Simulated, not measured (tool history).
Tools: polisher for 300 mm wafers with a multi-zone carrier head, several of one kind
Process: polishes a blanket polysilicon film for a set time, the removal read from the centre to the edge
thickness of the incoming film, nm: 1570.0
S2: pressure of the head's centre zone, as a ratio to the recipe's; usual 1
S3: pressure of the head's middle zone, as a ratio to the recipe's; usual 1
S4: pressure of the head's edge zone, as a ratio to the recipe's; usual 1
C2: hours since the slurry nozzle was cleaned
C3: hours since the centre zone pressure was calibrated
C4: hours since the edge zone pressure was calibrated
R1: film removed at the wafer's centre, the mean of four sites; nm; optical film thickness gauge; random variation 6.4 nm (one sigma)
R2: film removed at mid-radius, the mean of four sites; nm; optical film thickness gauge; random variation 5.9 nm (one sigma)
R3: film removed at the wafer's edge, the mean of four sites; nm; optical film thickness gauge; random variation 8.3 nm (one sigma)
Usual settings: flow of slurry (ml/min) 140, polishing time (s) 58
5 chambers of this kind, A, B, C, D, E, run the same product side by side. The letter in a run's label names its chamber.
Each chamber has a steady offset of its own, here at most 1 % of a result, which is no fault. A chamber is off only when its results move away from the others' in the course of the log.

{"day": 0.054, "done": "chamber B: worn pad replaced by a new one"}
{"day": 0.133, "done": "chamber C: worn pad replaced by a new one"}
{"run": "1C", "day": 0.15, "flow of slurry (ml/min)": 140, "S2": 1, "S3": 1, "S4": 1, "polishing time (s)": 58, "wafers polished on this pad": 7, "C2": 248.9, "C3": 416.9, "C4": 338.1, "R1": 632.78, "R2": 636.19, "R3": 646.09}
{"run": "2D", "day": 0.308, "flow of slurry (ml/min)": 140, "S2": 1, "S3": 1, "S4": 1, "polishing time (s)": 58, "wafers polished on this pad": 683, "C2": 568.6, "C3": 593.2, "C4": 186.3, "R1": 628.81, "R2": 632.63, "R3": 626.41}
{"run": "3B", "day": 0.429, "flow of slurry (ml/min)": 140, "S2": 1, "S3": 1, "S4": 1, "polishing time (s)": 58, "wafers polished on this pad": 132, "C2": 141.5, "C3": 118.1, "C4": 584.6, "R1": 640.42, "R2": 631.37, "R3": 652.06}
{"run": "4A", "day": 0.508, "flow of slurry (ml/min)": 140, "S2": 1, "S3": 1, "S4": 1, "polishing time (s)": 58, "wafers polished on this pad": 220, "C2": 456.1, "C3": 831.4, "C4": 199.9, "R1": 636.49, "R2": 639.27, "R3": 635.11}
{"run": "5E", "day": 0.617, "flow of slurry (ml/min)": 140, "S2": 1, "S3": 1, "S4": 1, "polishing time (s)": 58, "wafers polished on this pad": 942, "C2": 397.2, "C3": 183.8, "C4": 188.9, "R1": 642.18, "R2": 636.8, "R3": 646.07}
{"run": "6E", "day": 0.767, "flow of slurry (ml/min)": 140, "S2": 1, "S3": 1, "S4": 1, "polishing time (s)": 58, "wafers polished on this pad": 994, "C2": 400.8, "C3": 187.4, "C4": 192.5, "R1": 638.31, "R2": 639.79, "R3": 643.13}
{"run": "7D", "day": 0.908, "flow of slurry (ml/min)": 140, "S2": 1, "S3": 1, "S4": 1, "polishing time (s)": 58, "wafers polished on this pad": 893, "C2": 583, "C3": 607.6, "C4": 200.7, "R1": 624.09, "R2": 636.82, "R3": 635.99}
{"day": 1.004, "done": "chamber E: worn pad replaced by a new one"}
{"run": "8A", "day": 1.038, "flow of slurry (ml/min)": 140, "S2": 1, "S3": 1, "S4": 1, "polishing time (s)": 58, "wafers polished on this pad": 405, "C2": 468.8, "C3": 844.1, "C4": 212.6, "R1": 630.22, "R2": 632.13, "R3": 629.98}
{"day": 1.046, "done": "chamber D: worn pad replaced by a new one"}
{"run": "9B", "day": 1.179, "flow of slurry (ml/min)": 140, "S2": 1, "S3": 1, "S4": 1, "polishing time (s)": 44, "wafers polished on this pad": 394, "C2": 159.5, "C3": 136.1, "C4": 602.6, "R1": 483.81, "R2": 483.64, "R3": 475.52}
{"day": 1.225, "done": "chamber A: worn pad replaced by a new one"}
{"run": "10C", "day": 1.308, "flow of slurry (ml/min)": 140, "S2": 1, "S3": 1, "S4": 1, "polishing time (s)": 44, "wafers polished on this pad": 412, "C2": 276.7, "C3": 444.7, "C4": 365.9, "R1": 474.77, "R2": 488.02, "R3": 490.96}
{"run": "11A", "day": 1.417, "flow of slurry (ml/min)": 140, "S2": 1, "S3": 1, "S4": 1, "polishing time (s)": 44, "wafers polished on this pad": 67, "C2": 477.9, "C3": 853.2, "C4": 221.7, "R1": 482.74, "R2": 484.04, "R3": 489.43}
{"run": "12C", "day": 1.496, "flow of slurry (ml/min)": 140, "S2": 1, "S3": 1, "S4": 1, "polishing time (s)": 44, "wafers polished on this pad": 478, "C2": 281.2, "C3": 449.2, "C4": 370.4, "R1": 477.35, "R2": 483.21, "R3": 483.44}
{"day": 1.517, "done": "chamber C: worn pad replaced by a new one"}
{"run": "13D", "day": 1.629, "flow of slurry (ml/min)": 140, "S2": 1, "S3": 1, "S4": 1, "polishing time (s)": 44, "wafers polished on this pad": 204, "C2": 600.3, "C3": 624.9, "C4": 218, "R1": 473.54, "R2": 480.28, "R3": 486.21}
{"run": "14E", "day": 1.762, "flow of slurry (ml/min)": 140, "S2": 1, "S3": 1, "S4": 1, "polishing time (s)": 58, "wafers polished on this pad": 265, "C2": 424.7, "C3": 211.3, "C4": 216.4, "R1": 633.01, "R2": 627.48, "R3": 640.42}
{"run": "15B", "day": 1.921, "flow of slurry (ml/min)": 140, "S2": 1, "S3": 1, "S4": 1, "polishing time (s)": 58, "wafers polished on this pad": 654, "C2": 177.3, "C3": 153.9, "C4": 620.4, "R1": 622.59, "R2": 624.4, "R3": 620.64}
{"run": "16A", "day": 2.079, "flow of slurry (ml/min)": 140, "S2": 1, "S3": 1, "S4": 1, "polishing time (s)": 58, "wafers polished on this pad": 299, "C2": 493.8, "C3": 869.1, "C4": 237.6, "R1": 630.63, "R2": 638, "R3": 638.97}
{"run": "17C", "day": 2.229, "flow of slurry (ml/min)": 140, "S2": 1, "S3": 1, "S4": 1, "polishing time (s)": 58, "wafers polished on this pad": 249, "C2": 298.8, "C3": 466.8, "C4": 388, "R1": 630.31, "R2": 640.01, "R3": 642.36}
{"run": "18E", "day": 2.375, "flow of slurry (ml/min)": 140, "S2": 1, "S3": 1, "S4": 1, "polishing time (s)": 58, "wafers polished on this pad": 480, "C2": 439.4, "C3": 226, "C4": 231.1, "R1": 636.65, "R2": 637.52, "R3": 639.24}
{"day": 2.438, "done": "chamber C: centre zone pressure recalibrated"}
{"run": "19D", "day": 2.454, "flow of slurry (ml/min)": 140, "S2": 1, "S3": 1, "S4": 1, "polishing time (s)": 58, "wafers polished on this pad": 493, "C2": 620.1, "C3": 644.7, "C4": 237.8, "R1": 626.5, "R2": 637.67, "R3": 623.55}
{"run": "20B", "day": 2.558, "flow of slurry (ml/min)": 140, "S2": 1, "S3": 1, "S4": 1, "polishing time (s)": 58, "wafers polished on this pad": 877, "C2": 192.6, "C3": 169.2, "C4": 635.7, "R1": 628.61, "R2": 631.8, "R3": 626.02}
{"run": "21E", "day": 2.712, "flow of slurry (ml/min)": 140, "S2": 1, "S3": 1, "S4": 1, "polishing time (s)": 58, "wafers polished on this pad": 598, "C2": 447.5, "C3": 234.1, "C4": 239.2, "R1": 644.72, "R2": 650.46, "R3": 631.04}
{"day": 2.792, "done": "chamber C: worn pad replaced by a new one"}
{"run": "22C", "day": 2.838, "flow of slurry (ml/min)": 140, "S2": 1, "S3": 1, "S4": 1, "polishing time (s)": 58, "wafers polished on this pad": 16, "C2": 313.4, "C3": 9.6, "C4": 402.6, "R1": 570.53, "R2": 638.65, "R3": 642.06}
{"day": 2.883, "done": "chamber A: worn pad replaced by a new one"}
{"run": "23B", "day": 3.008, "flow of slurry (ml/min)": 140, "S2": 1, "S3": 1, "S4": 1, "polishing time (s)": 58, "wafers polished on this pad": 1034, "C2": 203.4, "C3": 180, "C4": 646.5, "R1": 633.09, "R2": 623.58, "R3": 615.53}
{"run": "24D", "day": 3.104, "flow of slurry (ml/min)": 140, "S2": 1.08, "S3": 1, "S4": 1, "polishing time (s)": 58, "wafers polished on this pad": 720, "C2": 635.7, "C3": 660.3, "C4": 253.4, "R1": 689.4, "R2": 635.33, "R3": 639.96}
{"run": "25A", "day": 3.2, "flow of slurry (ml/min)": 140, "S2": 1.08, "S3": 1, "S4": 1, "polishing time (s)": 58, "wafers polished on this pad": 111, "C2": 520.7, "C3": 896, "C4": 264.5, "R1": 697.2, "R2": 631.07, "R3": 649.85}
{"run": "26E", "day": 3.354, "flow of slurry (ml/min)": 140, "S2": 1.08, "S3": 1, "S4": 1, "polishing time (s)": 58, "wafers polished on this pad": 822, "C2": 462.9, "C3": 249.5, "C4": 254.6, "R1": 683.99, "R2": 627.02, "R3": 627.83}
{"run": "27B", "day": 3.483, "flow of slurry (ml/min)": 140, "S2": 1.08, "S3": 1, "S4": 1, "polishing time (s)": 58, "wafers polished on this pad": 1201, "C2": 214.8, "C3": 191.4, "C4": 657.9, "R1": 688.07, "R2": 626.18, "R3": 624.07}
{"day": 3.55, "done": "chamber D: slurry nozzle cleaned"}
{"run": "28A", "day": 3.65, "flow of slurry (ml/min)": 140, "S2": 1.08, "S3": 1, "S4": 1, "polishing time (s)": 58, "wafers polished on this pad": 268, "C2": 531.5, "C3": 906.8, "C4": 275.3, "R1": 698.37, "R2": 638.96, "R3": 627.05}
{"day": 3.712, "done": "chamber B: worn pad replaced by a new one"}
{"day": 3.8, "done": "chamber C: edge zone pressure recalibrated"}
{"run": "29C", "day": 3.804, "flow of slurry (ml/min)": 140, "S2": 1, "S3": 1, "S4": 1, "polishing time (s)": 58, "wafers polished on this pad": 354, "C2": 336.6, "C3": 32.8, "C4": 0.2, "R1": 562.59, "R2": 633.05, "R3": 640.7}
{"day": 3.946, "done": "chamber E: worn pad replaced by a new one"}
{"run": "30D", "day": 3.958, "flow of slurry (ml/min)": 140, "S2": 1.07, "S3": 1, "S4": 1, "polishing time (s)": 46, "wafers polished on this pad": 1019, "C2": 9.8, "C3": 680.8, "C4": 273.9, "R1": 532.57, "R2": 500.75, "R3": 497.95}
{"run": "31B", "day": 4.058, "flow of slurry (ml/min)": 140, "S2": 1.07, "S3": 1, "S4": 1, "polishing time (s)": 46, "wafers polished on this pad": 121, "C2": 228.6, "C3": 205.2, "C4": 671.7, "R1": 537.98, "R2": 506.35, "R3": 494.4}
{"run": "32E", "day": 4.225, "flow of slurry (ml/min)": 140, "S2": 1.07, "S3": 1, "S4": 1, "polishing time (s)": 46, "wafers polished on this pad": 99, "C2": 483.8, "C3": 270.4, "C4": 275.5, "R1": 537.7, "R2": 505.92, "R3": 508.82}
{"run": "33A", "day": 4.371, "flow of slurry (ml/min)": 140, "S2": 1.07, "S3": 1, "S4": 1, "polishing time (s)": 46, "wafers polished on this pad": 521, "C2": 548.8, "C3": 924.1, "C4": 292.6, "R1": 536.46, "R2": 511.79, "R3": 490.69}

Is one chamber off against the others, does the gauge drift, or is nothing wrong? If a chamber is off, say which, and what the likeliest cause is.

A service left chamber C off against the others.
Cause: centre zone's pressure below its setpoint, % = 10.4.

Here are 4 candidates for chamber C's next run, each the usual settings with a change, their results left as question marks. Which one brings its results back in line with what the others give on the usual settings?
In line means no further than this from the other chambers' mean on the usual settings: R1 22 nm; R2 21 nm; R3 29 nm
{"run": "34C-1", "day": 4.496, "flow of slurry (ml/min)": 160, "S2": 1.17, "S3": 0.93, "S4": 0.92, "polishing time (s)": 60, "R1": "?", "R2": "?", "R3": "?"}
{"run": "34C-2", "day": 4.496, "flow of slurry (ml/min)": 135, "S2": 0.91, "S3": 1.03, "S4": 1.03, "polishing time (s)": 58, "R1": "?", "R2": "?", "R3": "?"}
{"run": "34C-3", "day": 4.496, "flow of slurry (ml/min)": 125, "S2": 0.84, "S3": 1.05, "S4": 1.05, "polishing time (s)": 58, "R1": "?", "R2": "?", "R3": "?"}
{"run": "34C-4", "day": 4.496, "flow of slurry (ml/min)": 145, "S2": 1.1, "S3": 0.97, "S4": 0.97, "polishing time (s)": 58, "R1": "?", "R2": "?", "R3": "?"}

The other chambers' mean on the usual settings: R1 632.97 nm; R2 636.3 nm; R3 634.8 nm
run=34C-1 R1=707.89 R2=637.99 R3=637.18
run=34C-2 R1=500.93 R2=654.87 R3=636.28
run=34C-3 R1=449.54 R2=655.38 R3=634.94
run=34C-4 R1=626.9 R2=628.9 R3=623.84
34C-4 brings the chamber back in line.
